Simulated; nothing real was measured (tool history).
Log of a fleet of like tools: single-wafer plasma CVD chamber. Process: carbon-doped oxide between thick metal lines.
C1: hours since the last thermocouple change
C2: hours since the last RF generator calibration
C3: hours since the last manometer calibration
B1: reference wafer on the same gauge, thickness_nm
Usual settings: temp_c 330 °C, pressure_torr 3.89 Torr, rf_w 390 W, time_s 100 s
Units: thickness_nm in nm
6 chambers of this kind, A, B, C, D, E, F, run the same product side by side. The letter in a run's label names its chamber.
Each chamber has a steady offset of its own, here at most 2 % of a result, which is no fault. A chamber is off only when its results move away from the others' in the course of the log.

{"run": "1C", "hour": 3.0, "temp_c": 330, "pressure_torr": 3.89, "rf_w": 390, "time_s": 100, "C1": 1374.3, "C2": 621.6, "C3": 372.3, "B1": 495.02, "thickness_nm": 431.45}
{"run": "2A", "hour": 6.5, "temp_c": 330, "pressure_torr": 3.89, "rf_w": 390, "time_s": 100, "C1": 929.1, "C2": 1284.4, "C3": 598.3, "B1": 494.98, "thickness_nm": 439.29}
{"run": "3D", "hour": 12.0, "temp_c": 330, "pressure_torr": 3.89, "rf_w": 390, "time_s": 100, "C1": 1629.6, "C2": 2013.8, "C3": 1533.6, "B1": 494.71, "thickness_nm": 440.87}
{"run": "4E", "hour": 14.7, "temp_c": 330, "pressure_torr": 3.89, "rf_w": 390, "time_s": 100, "C1": 2141.1, "C2": 49.0, "C3": 1194.4, "B1": 494.75, "thickness_nm": 439.56}
{"hour": 15.5, "done": "chamber D: capacitance manometer re-zeroed and calibrated"}
{"run": "5B", "hour": 20.1, "temp_c": 330, "pressure_torr": 3.89, "rf_w": 390, "time_s": 100, "C1": 625.7, "C2": 637.9, "C3": 132.4, "B1": 494.62, "thickness_nm": 432.68}
{"hour": 22.8, "done": "chamber F: RF generator calibrated"}
{"run": "6F", "hour": 25.3, "temp_c": 330, "pressure_torr": 3.89, "rf_w": 390, "time_s": 100, "C1": 1580.9, "C2": 2.5, "C3": 143.1, "B1": 494.68, "thickness_nm": 432.35}
{"run": "7A", "hour": 28.9, "temp_c": 330, "pressure_torr": 3.89, "rf_w": 390, "time_s": 100, "C1": 951.5, "C2": 1306.8, "C3": 620.7, "B1": 494.48, "thickness_nm": 439.6}
{"run": "8D", "hour": 34.5, "temp_c": 330, "pressure_torr": 3.89, "rf_w": 390, "time_s": 100, "C1": 1652.1, "C2": 2036.3, "C3": 19.0, "B1": 494.5, "thickness_nm": 440.92}
{"run": "9E", "hour": 39.1, "temp_c": 330, "pressure_torr": 3.89, "rf_w": 390, "time_s": 100, "C1": 2165.5, "C2": 73.4, "C3": 1218.8, "B1": 494.4, "thickness_nm": 440.3}
{"run": "10B", "hour": 44.9, "temp_c": 330, "pressure_torr": 3.89, "rf_w": 390, "time_s": 100, "C1": 650.5, "C2": 662.7, "C3": 157.2, "B1": 494.5, "thickness_nm": 432.63}
{"run": "11F", "hour": 49.4, "temp_c": 330, "pressure_torr": 3.89, "rf_w": 390, "time_s": 100, "C1": 1605.0, "C2": 26.6, "C3": 167.2, "B1": 494.24, "thickness_nm": 432.72}
{"run": "12C", "hour": 53.7, "temp_c": 330, "pressure_torr": 3.89, "rf_w": 390, "time_s": 100, "C1": 1425.0, "C2": 672.3, "C3": 423.0, "B1": 494.31, "thickness_nm": 431.29}
{"run": "13E", "hour": 57.1, "temp_c": 330, "pressure_torr": 3.89, "rf_w": 390, "time_s": 100, "C1": 2183.5, "C2": 91.4, "C3": 1236.8, "B1": 494.3, "thickness_nm": 438.66}
{"run": "14F", "hour": 63.0, "temp_c": 330, "pressure_torr": 3.89, "rf_w": 390, "time_s": 100, "C1": 1618.6, "C2": 40.2, "C3": 180.8, "B1": 494.07, "thickness_nm": 432.04}
{"run": "15D", "hour": 66.9, "temp_c": 330, "pressure_torr": 3.89, "rf_w": 390, "time_s": 100, "C1": 1684.5, "C2": 2068.7, "C3": 51.4, "B1": 494.17, "thickness_nm": 439.78}
{"run": "16B", "hour": 70.3, "temp_c": 330, "pressure_torr": 3.89, "rf_w": 390, "time_s": 100, "C1": 675.9, "C2": 688.1, "C3": 182.6, "B1": 493.88, "thickness_nm": 432.56}
{"run": "17C", "hour": 72.9, "temp_c": 330, "pressure_torr": 3.89, "rf_w": 390, "time_s": 100, "C1": 1444.2, "C2": 691.5, "C3": 442.2, "B1": 493.91, "thickness_nm": 431.17}
{"run": "18A", "hour": 75.6, "temp_c": 330, "pressure_torr": 3.89, "rf_w": 390, "time_s": 100, "C1": 998.2, "C2": 1353.5, "C3": 667.4, "B1": 493.95, "thickness_nm": 436.72}
{"run": "19D", "hour": 78.9, "temp_c": 330, "pressure_torr": 3.89, "rf_w": 390, "time_s": 100, "C1": 1696.5, "C2": 2080.7, "C3": 63.4, "B1": 493.89, "thickness_nm": 439.92}
{"run": "20A", "hour": 81.7, "temp_c": 330, "pressure_torr": 3.89, "rf_w": 390, "time_s": 100, "C1": 1004.3, "C2": 1359.6, "C3": 673.5, "B1": 493.99, "thickness_nm": 437.47}
{"run": "21B", "hour": 85.0, "temp_c": 330, "pressure_torr": 3.89, "rf_w": 390, "time_s": 100, "C1": 690.6, "C2": 702.8, "C3": 197.3, "B1": 493.69, "thickness_nm": 432.16}
{"run": "22F", "hour": 90.7, "temp_c": 330, "pressure_torr": 3.89, "rf_w": 390, "time_s": 100, "C1": 1646.3, "C2": 67.9, "C3": 208.5, "B1": 493.77, "thickness_nm": 432.07}
{"run": "23E", "hour": 96.5, "temp_c": 330, "pressure_torr": 3.89, "rf_w": 390, "time_s": 100, "C1": 2222.9, "C2": 130.8, "C3": 1276.2, "B1": 493.69, "thickness_nm": 438.9}
{"run": "24C", "hour": 99.7, "temp_c": 330, "pressure_torr": 3.89, "rf_w": 390, "time_s": 113, "C1": 1471.0, "C2": 718.3, "C3": 469.0, "B1": 493.62, "thickness_nm": 486.24}
{"run": "25B", "hour": 104.7, "temp_c": 330, "pressure_torr": 3.89, "rf_w": 390, "time_s": 113, "C1": 710.3, "C2": 722.5, "C3": 217.0, "B1": 493.56, "thickness_nm": 487.78}
{"run": "26F", "hour": 108.3, "temp_c": 330, "pressure_torr": 3.89, "rf_w": 390, "time_s": 113, "C1": 1663.9, "C2": 85.5, "C3": 226.1, "B1": 493.45, "thickness_nm": 487.87}
{"run": "27D", "hour": 110.9, "temp_c": 330, "pressure_torr": 3.89, "rf_w": 390, "time_s": 113, "C1": 1728.5, "C2": 2112.7, "C3": 95.4, "B1": 493.26, "thickness_nm": 495.76}
{"run": "28C", "hour": 115.6, "temp_c": 330, "pressure_torr": 3.89, "rf_w": 390, "time_s": 113, "C1": 1486.9, "C2": 734.2, "C3": 484.9, "B1": 493.28, "thickness_nm": 486.73}
{"run": "29E", "hour": 121.6, "temp_c": 330, "pressure_torr": 3.89, "rf_w": 390, "time_s": 113, "C1": 2248.0, "C2": 155.9, "C3": 1301.3, "B1": 493.35, "thickness_nm": 493.83}
{"run": "30A", "hour": 125.1, "temp_c": 330, "pressure_torr": 3.89, "rf_w": 390, "time_s": 100, "C1": 1047.7, "C2": 1403.0, "C3": 716.9, "B1": 493.27, "thickness_nm": 436.99}
{"run": "31D", "hour": 130.9, "temp_c": 330, "pressure_torr": 3.48, "rf_w": 390, "time_s": 100, "C1": 1748.5, "C2": 2132.7, "C3": 115.4, "B1": 493.2, "thickness_nm": 432.85}
{"run": "32F", "hour": 133.7, "temp_c": 330, "pressure_torr": 3.48, "rf_w": 390, "time_s": 100, "C1": 1689.3, "C2": 110.9, "C3": 251.5, "B1": 493.04, "thickness_nm": 425.58}
{"run": "33C", "hour": 138.9, "temp_c": 330, "pressure_torr": 3.48, "rf_w": 390, "time_s": 100, "C1": 1510.2, "C2": 757.5, "C3": 508.2, "B1": 492.83, "thickness_nm": 423.72}
{"run": "34B", "hour": 143.2, "temp_c": 330, "pressure_torr": 3.48, "rf_w": 390, "time_s": 100, "C1": 748.8, "C2": 761.0, "C3": 255.5, "B1": 492.8, "thickness_nm": 424.48}
{"run": "35E", "hour": 147.7, "temp_c": 330, "pressure_torr": 3.48, "rf_w": 390, "time_s": 100, "C1": 2274.1, "C2": 182.0, "C3": 1327.4, "B1": 492.91, "thickness_nm": 432.03}
{"run": "36A", "hour": 153.4, "temp_c": 330, "pressure_torr": 3.48, "rf_w": 390, "time_s": 100, "C1": 1076.0, "C2": 1431.3, "C3": 745.2, "B1": 492.81, "thickness_nm": 430.26}
{"run": "37E", "hour": 156.3, "temp_c": 330, "pressure_torr": 3.89, "rf_w": 390, "time_s": 100, "C1": 2282.7, "C2": 190.6, "C3": 1336.0, "B1": 492.75, "thickness_nm": 438.15}
{"run": "38C", "hour": 160.3, "temp_c": 330, "pressure_torr": 3.89, "rf_w": 390, "time_s": 100, "C1": 1531.6, "C2": 778.9, "C3": 529.6, "B1": 492.76, "thickness_nm": 430.19}
{"run": "39F", "hour": 163.6, "temp_c": 330, "pressure_torr": 3.89, "rf_w": 390, "time_s": 100, "C1": 1719.2, "C2": 140.8, "C3": 281.4, "B1": 492.67, "thickness_nm": 431.64}
{"run": "40A", "hour": 167.4, "temp_c": 330, "pressure_torr": 3.89, "rf_w": 390, "time_s": 100, "C1": 1090.0, "C2": 1445.3, "C3": 759.2, "B1": 492.57, "thickness_nm": 437.02}

Next, every chamber runs the same settings. What will each give?
{"run": "41A", "hour": 171.7, "temp_c": 330, "pressure_torr": 3.29, "rf_w": 390, "time_s": 100, "thickness_nm": "?"}
{"run": "41B", "hour": 171.7, "temp_c": 330, "pressure_torr": 3.29, "rf_w": 390, "time_s": 100, "thickness_nm": "?"}
{"run": "41C", "hour": 171.7, "temp_c": 330, "pressure_torr": 3.29, "rf_w": 390, "time_s": 100, "thickness_nm": "?"}
{"run": "41D", "hour": 171.7, "temp_c": 330, "pressure_torr": 3.29, "rf_w": 390, "time_s": 100, "thickness_nm": "?"}
{"run": "41E", "hour": 171.7, "temp_c": 330, "pressure_torr": 3.29, "rf_w": 390, "time_s": 100, "thickness_nm": "?"}
{"run": "41F", "hour": 171.7, "temp_c": 330, "pressure_torr": 3.29, "rf_w": 390, "time_s": 100, "thickness_nm": "?"}

run=41A thickness_nm=427.84
run=41B thickness_nm=421.81
run=41C thickness_nm=421.29
run=41D thickness_nm=428.69
run=41E thickness_nm=428.05
run=41F thickness_nm=422.74

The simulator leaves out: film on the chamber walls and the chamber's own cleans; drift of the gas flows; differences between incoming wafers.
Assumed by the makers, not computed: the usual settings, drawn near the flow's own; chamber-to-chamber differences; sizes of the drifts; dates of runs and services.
